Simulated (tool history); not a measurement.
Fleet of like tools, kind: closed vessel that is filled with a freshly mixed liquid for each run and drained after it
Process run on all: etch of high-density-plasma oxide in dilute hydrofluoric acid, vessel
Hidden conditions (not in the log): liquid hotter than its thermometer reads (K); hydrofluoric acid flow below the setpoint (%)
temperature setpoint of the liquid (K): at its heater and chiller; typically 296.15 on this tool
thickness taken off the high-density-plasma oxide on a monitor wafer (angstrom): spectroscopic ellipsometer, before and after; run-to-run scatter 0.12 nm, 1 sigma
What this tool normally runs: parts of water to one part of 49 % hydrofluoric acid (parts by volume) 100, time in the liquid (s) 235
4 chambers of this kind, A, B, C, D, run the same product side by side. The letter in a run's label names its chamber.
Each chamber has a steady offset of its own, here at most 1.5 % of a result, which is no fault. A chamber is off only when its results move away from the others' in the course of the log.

run,hour,temperature setpoint of the liquid (K),parts of water to one part of 49 % hydrofluoric acid (parts by volume),time in the liquid (s),hours since the thermometer was replaced,hours since the hydrofluoric acid flow meter was replaced,"read-back film thickness of the high-density-plasma oxide reference wafer, read on the same gauge (nm)",thickness taken off the high-density-plasma oxide on a monitor wafer (angstrom)
1C,3.7,296.15,100,235,877.7,327.3,50.008,149.65
2D,7.6,296.15,100,235,113.3,217.3,50.014,149.52
3A,12,296.15,100,235,59.5,1059.4,49.984,148.88
4B,15.1,296.15,100,235,133.9,301.6,50.005,150.9
5B,19.6,296.15,120,235,138.4,306.1,49.994,121.94
6A,22.6,296.15,120,235,70.1,1070,50.018,120.77
7C,25.9,296.15,120,235,899.9,349.5,49.987,124.89
8D,30.1,296.15,120,235,135.8,239.8,50,122.7
9A,34.1,296.15,100,235,81.6,1081.5,50.015,147.52
10B,36.5,296.15,100,235,155.3,323,49.984,149.2
11D,38.9,296.15,100,235,144.6,248.6,49.981,147.3
12C,42.6,291.65,100,300,916.6,366.2,50.003,166.26
13B,44.8,291.65,100,300,163.6,331.3,50.02,159
14D,48.3,291.65,100,300,154,258,49.989,158.07
15C,51,291.65,100,300,925,374.6,49.988,168.63
16A,53.4,296.15,100,235,100.9,1100.8,49.989,145.97
17A,56.3,296.15,100,235,103.8,1103.7,50.001,148.17
18D,59.4,296.15,100,235,165.1,269.1,50.002,151.18
19C,61.6,296.15,100,235,935.6,385.2,49.991,159.36
20B,65.7,296.15,100,235,184.5,352.2,50.013,150.45
21A,68.5,296.15,100,235,116,1115.9,49.999,147.2
22D,71.3,296.15,100,235,177,281,50.003,147.97
23B,73.8,296.15,100,235,192.6,360.3,49.993,148.81
24C,76.2,296.15,100,235,950.2,399.8,50.002,160.84
25C,80.9,296.15,100,235,954.9,404.5,49.993,162.71
26A,83.3,296.15,100,235,130.8,1130.7,49.983,149.43

Decide between three cases: one chamber stands off from its peers, the gauge reading all wafers drifts, or nothing is wrong past each chamber's small offset. Where a chamber is off, say which and what most likely put it there.

One chamber, C, drifts off from the rest bit by bit.
Most likely cause: liquid hotter than its thermometer reads (K) = 2.36.
With only this log, it may be confused with: hydrofluoric acid flow above the setpoint (%).

Here are 4 candidates for chamber C's next run, each the usual settings with a change, their results left as question marks. Which one brings its results back in line with what the others give on the usual settings?
In line here means within this much of the mean the other chambers give on the usual settings: thickness taken off the high-density-plasma oxide on a monitor wafer (angstrom) 4.2
27C-1,86.8,296.15,100,215,,,,?
27C-2,86.8,296.15,100,260,,,,?
27C-3,86.8,291.65,100,235,,,,?
27C-4,86.8,296.15,100,280,,,,?

Mean of the other chambers on the usual settings: thickness taken off the high-density-plasma oxide on a monitor wafer (angstrom) 148.85
run,thickness taken off the high-density-plasma oxide on a monitor wafer (angstrom)
27C-1,150.82
27C-2,182.39
27C-3,138.13
27C-4,196.42
Change 27C-1 lands the chamber within the allowed miss of the other chambers.
